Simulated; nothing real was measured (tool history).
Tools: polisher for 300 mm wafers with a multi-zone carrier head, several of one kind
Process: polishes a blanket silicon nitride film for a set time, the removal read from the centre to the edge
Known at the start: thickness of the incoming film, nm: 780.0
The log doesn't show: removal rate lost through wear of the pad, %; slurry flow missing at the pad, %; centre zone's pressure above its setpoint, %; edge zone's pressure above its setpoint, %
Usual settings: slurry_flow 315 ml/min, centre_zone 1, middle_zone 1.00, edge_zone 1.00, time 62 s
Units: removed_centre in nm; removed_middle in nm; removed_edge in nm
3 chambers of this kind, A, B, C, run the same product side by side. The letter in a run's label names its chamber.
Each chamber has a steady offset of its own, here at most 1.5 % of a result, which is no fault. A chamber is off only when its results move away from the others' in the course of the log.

run	hour	slurry_flow	centre_zone	middle_zone	edge_zone	time	wafers polished on this pad	hours since the slurry nozzle was cleaned	hours since the centre zone pressure was calibrated	hours since the edge zone pressure was calibrated	removed_centre	removed_middle	removed_edge
1A	7.4	315	1	1.00	1.00	62	822	214.3	336.6	205.9	150.88	155.57	147.73
# hour 9.9: chamber B: worn pad replaced by a new one
# hour 10.1: chamber A: centre zone pressure recalibrated
# hour 12.5: chamber A: worn pad replaced by a new one
2C	21.0	315	1	1.00	1.00	62	419	36.9	49.0	429.5	146.53	150.81	150.04
3B	34.8	315	1	1.00	1.00	62	263	128.9	1048.6	207.2	150.02	146.34	147.69
4B	42.2	315	1	1.00	1.00	62	342	136.3	1056.0	214.6	148.89	148.78	149.38
5C	56.3	315	1	1.00	1.00	82	793	72.2	84.3	464.8	194.87	193.14	200.21
6A	69.4	315	1	1.00	1.00	82	603	276.3	59.3	267.9	197.56	197.18	196.71
7C	82.4	315	1	1.00	1.00	82	1069	98.3	110.4	490.9	192.60	198.03	197.18
# hour 89.5: chamber B: worn pad replaced by a new one
8B	94.0	315	1	1.00	1.00	62	48	188.1	1107.8	266.4	148.64	149.70	146.47
# hour 101.7: chamber A: worn pad replaced by a new one
9A	106.6	315	1	1.00	1.00	62	52	313.5	96.5	305.1	150.77	149.94	146.64
10C	120.0	315	1	1.00	0.91	62	1468	135.9	148.0	528.5	148.06	155.00	147.19
11A	129.0	315	1	1.00	0.91	62	289	335.9	118.9	327.5	149.48	153.90	142.66
12B	139.7	315	1	1.00	0.91	62	531	233.8	1153.5	312.1	148.36	147.27	139.86
13A	152.9	315	1	0.96	1.00	72	542	359.8	142.8	351.4	174.86	170.59	172.39
14B	165.6	315	1	0.96	1.00	72	806	259.7	1179.4	338.0	173.27	163.78	173.87
15C	176.0	315	1	0.96	1.00	72	2060	191.9	204.0	584.5	168.49	169.43	170.04
# hour 184.1: chamber B: worn pad replaced by a new one
16A	191.8	315	1	1.00	1.00	62	954	398.7	181.7	390.3	150.80	150.34	145.08
# hour 200.8: chamber A: worn pad replaced by a new one
17B	201.0	315	1	1.00	1.00	62	179	295.1	1214.8	373.4	147.46	149.46	147.72
18C	210.1	315	1	1.00	1.00	62	2421	226.0	238.1	618.6	145.60	148.32	147.59
19B	223.8	315	1	1.00	1.00	62	421	317.9	1237.6	396.2	147.76	145.89	150.91
20A	234.8	315	1	1.00	1.00	62	360	441.7	224.7	433.3	148.79	146.28	151.90
21C	248.7	315	1	1.00	1.00	62	2830	264.6	276.7	657.2	142.14	144.25	144.14
22B	258.4	315	1	1.00	1.00	62	787	352.5	1272.2	430.8	146.61	144.95	147.04
# hour 264.9: chamber B: edge zone pressure recalibrated
# hour 265.7: chamber B: worn pad replaced by a new one
23A	273.7	315	1	1.00	1.00	62	771	480.6	263.6	472.2	149.61	146.24	149.92
24C	282.7	315	1	1.00	1.00	62	3190	298.6	310.7	691.2	143.96	147.55	146.14
25B	297.2	315	1	1.00	1.00	62	334	391.3	1311.0	32.4	147.78	149.34	148.00
# hour 298.4: chamber A: worn pad replaced by a new one
# hour 307.0: chamber A: centre zone pressure recalibrated
26A	307.3	405	1	1.00	1.12	62	94	514.2	0.3	505.8	151.49	154.69	158.26
27C	316.8	405	1	1.00	1.12	62	3551	332.7	344.8	725.3	143.57	146.59	153.86
28A	327.5	405	1	1.00	1.12	62	308	534.4	20.5	526.0	153.88	154.02	162.57
29C	341.8	315	1	1.00	1.00	62	3816	357.7	369.8	750.3	138.51	144.43	145.95
# hour 352.6: chamber B: worn pad replaced by a new one
30B	352.9	315	1	1.00	1.00	62	3	447.0	1366.7	88.1	148.53	146.84	145.47
31A	364.8	315	1	1.00	0.94	54	703	571.7	57.8	563.3	130.19	126.92	123.39
32B	377.0	315	1	1.00	0.94	54	258	471.1	1390.8	112.2	130.44	125.70	125.55
33C	387.5	315	1	1.00	0.94	54	4299	403.4	415.5	796.0	120.82	124.92	119.21
# hour 395.2: chamber A: worn pad replaced by a new one
34A	395.6	315	1	1.00	1.00	62	4	602.5	88.6	594.1	148.50	148.65	149.01
35B	409.4	315	1	1.00	1.00	62	601	503.5	1423.2	144.6	147.36	150.06	147.39
36C	416.8	315	1	1.00	1.00	62	4610	432.7	444.8	825.3	137.67	142.20	138.34
37B	430.9	315	1	1.00	1.00	62	828	525.0	1444.7	166.1	147.37	149.59	148.92
38A	440.0	245	1	1.09	1.00	62	474	646.9	133.0	638.5	144.39	154.76	144.63

Is one chamber off against the others, does the gauge drift, or is nothing wrong? If a chamber is off, say which, and what the likeliest cause is.

Chamber C drifts away from the others.
Cause: removal rate lost through wear of the pad, % = 8.18.

Here are 4 candidates for chamber C's next run, each the usual settings with a change, their results left as question marks. Which one brings its results back in line with what the others give on the usual settings?
In line means no further than this from the other chambers' mean on the usual settings: removed_centre 4.40 nm; removed_middle 7.60 nm; removed_edge 7.10 nm
39C-1	451.3	310	0.99	1.00	1.00	57					?	?	?
39C-2	451.3	320	1.03	1.00	1.00	72					?	?	?
39C-3	451.3	320	1.01	1.00	1.00	67					?	?	?
39C-4	451.3	310	0.97	1.01	1.00	53					?	?	?

The other chambers' mean on the usual settings: removed_centre 148.42 nm; removed_middle 148.38 nm; removed_edge 148.31 nm
run	removed_centre	removed_middle	removed_edge
39C-1	123.20	126.64	125.24
39C-2	163.14	160.40	158.56
39C-3	148.55	149.28	147.55
39C-4	112.00	118.86	116.43
39C-3 brings the chamber back in line.
